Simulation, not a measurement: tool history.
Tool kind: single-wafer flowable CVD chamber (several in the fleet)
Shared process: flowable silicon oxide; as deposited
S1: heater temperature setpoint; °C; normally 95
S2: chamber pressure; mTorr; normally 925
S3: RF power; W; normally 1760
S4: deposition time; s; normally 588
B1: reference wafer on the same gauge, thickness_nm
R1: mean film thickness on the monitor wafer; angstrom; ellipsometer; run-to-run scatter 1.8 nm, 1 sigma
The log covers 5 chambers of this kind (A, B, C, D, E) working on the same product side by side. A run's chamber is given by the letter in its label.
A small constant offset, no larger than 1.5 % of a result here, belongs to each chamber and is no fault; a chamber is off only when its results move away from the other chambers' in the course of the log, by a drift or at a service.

| run | hour | S1 | S2 | S3 | S4 | B1 | R1 |
|---|---|---|---|---|---|---|---|
| 1E | 3.9 | 95 | 925 | 1760 | 588 | 578.94 | 4898.8 |
| 2B | 8.7 | 95 | 925 | 1760 | 588 | 579.29 | 4876.9 |
| 3C | 11.4 | 95 | 925 | 1760 | 588 | 579.21 | 4833.1 |
| 4D | 15 | 95 | 925 | 1760 | 588 | 579.26 | 4874.9 |
| 5A | 18.4 | 95 | 925 | 1760 | 588 | 579.35 | 4845.5 |
| 6D | 20.8 | 108 | 925 | 1560 | 588 | 578.78 | 3057.8 |
| 7B | 24.8 | 108 | 925 | 1560 | 588 | 578.78 | 3042.5 |
| 8C | 28.6 | 108 | 925 | 1560 | 588 | 579.89 | 3038.5 |
| 9A | 33.4 | 108 | 925 | 1560 | 588 | 578.86 | 3074.5 |
|  | 34.1 | chamber A: thermocouple changed; heater temperature recalibrated |
| 10E | 37.3 | 108 | 925 | 1560 | 588 | 578.88 | 3104.4 |
| 11E | 41.6 | 95 | 925 | 1760 | 588 | 579.13 | 4896.2 |
| 12A | 46.3 | 95 | 925 | 1760 | 588 | 579.09 | 4887.1 |
| 13C | 49.1 | 95 | 925 | 1760 | 588 | 579.43 | 4868.6 |
| 14D | 53.3 | 95 | 925 | 1760 | 588 | 578.78 | 4897 |
| 15B | 56.1 | 95 | 739 | 1760 | 473 | 579.07 | 2946.1 |
| 16C | 60.9 | 95 | 739 | 1760 | 473 | 578.42 | 2917.9 |
| 17A | 63.7 | 95 | 739 | 1760 | 473 | 579.15 | 2920.8 |
| 18B | 66.5 | 95 | 739 | 1760 | 473 | 579.22 | 2933.6 |
| 19D | 69.3 | 95 | 739 | 1760 | 473 | 579.22 | 2942 |
| 20E | 72.5 | 95 | 925 | 1760 | 588 | 578.94 | 4816.2 |
| 21C | 75.2 | 95 | 925 | 1760 | 588 | 579.33 | 4852.4 |
| 22E | 77.6 | 88 | 925 | 1760 | 588 | 579 | 5985.1 |
| 23B | 79.8 | 88 | 925 | 1760 | 588 | 579 | 6121.8 |
| 24A | 83.2 | 88 | 925 | 1760 | 588 | 579.32 | 6094.8 |
| 25D | 86 | 88 | 925 | 1760 | 588 | 578.44 | 6186.4 |
| 26D | 90.5 | 88 | 925 | 1760 | 588 | 578.22 | 6177.9 |
| 27B | 94.1 | 95 | 925 | 1760 | 588 | 578.88 | 4893.8 |
| 28C | 97.2 | 95 | 925 | 1760 | 588 | 578.47 | 4850 |
|  | 98.3 | chamber A: RF generator calibrated |
|  | 99 | chamber C: capacitance manometer re-zeroed and calibrated |
|  | 100.5 | chamber C: thermocouple changed; heater temperature recalibrated |
| 29A | 101.2 | 95 | 925 | 1760 | 588 | 579.58 | 4895.4 |
| 30E | 103.4 | 95 | 925 | 1760 | 588 | 579.05 | 4736.5 |
| 31A | 107.5 | 95 | 737 | 1760 | 486 | 578.76 | 3008.6 |
| 32E | 112.3 | 95 | 737 | 1760 | 486 | 579.06 | 2894.9 |
| 33C | 115.6 | 95 | 737 | 1760 | 486 | 578.89 | 2983.6 |

Next, all 5 chambers run the settings below, one line each with question marks for the results. What does each chamber give?
| 34A | 119.1 | 95 | 925 | 1760 | 588 |  | ? |
| 34B | 119.1 | 95 | 925 | 1760 | 588 |  | ? |
| 34C | 119.1 | 95 | 925 | 1760 | 588 |  | ? |
| 34D | 119.1 | 95 | 925 | 1760 | 588 |  | ? |
| 34E | 119.1 | 95 | 925 | 1760 | 588 |  | ? |

| run | R1 |
|---|---|
| 34A | 4878.4 |
| 34B | 4836.6 |
| 34C | 4868.8 |
| 34D | 4879.8 |
| 34E | 4704.6 |
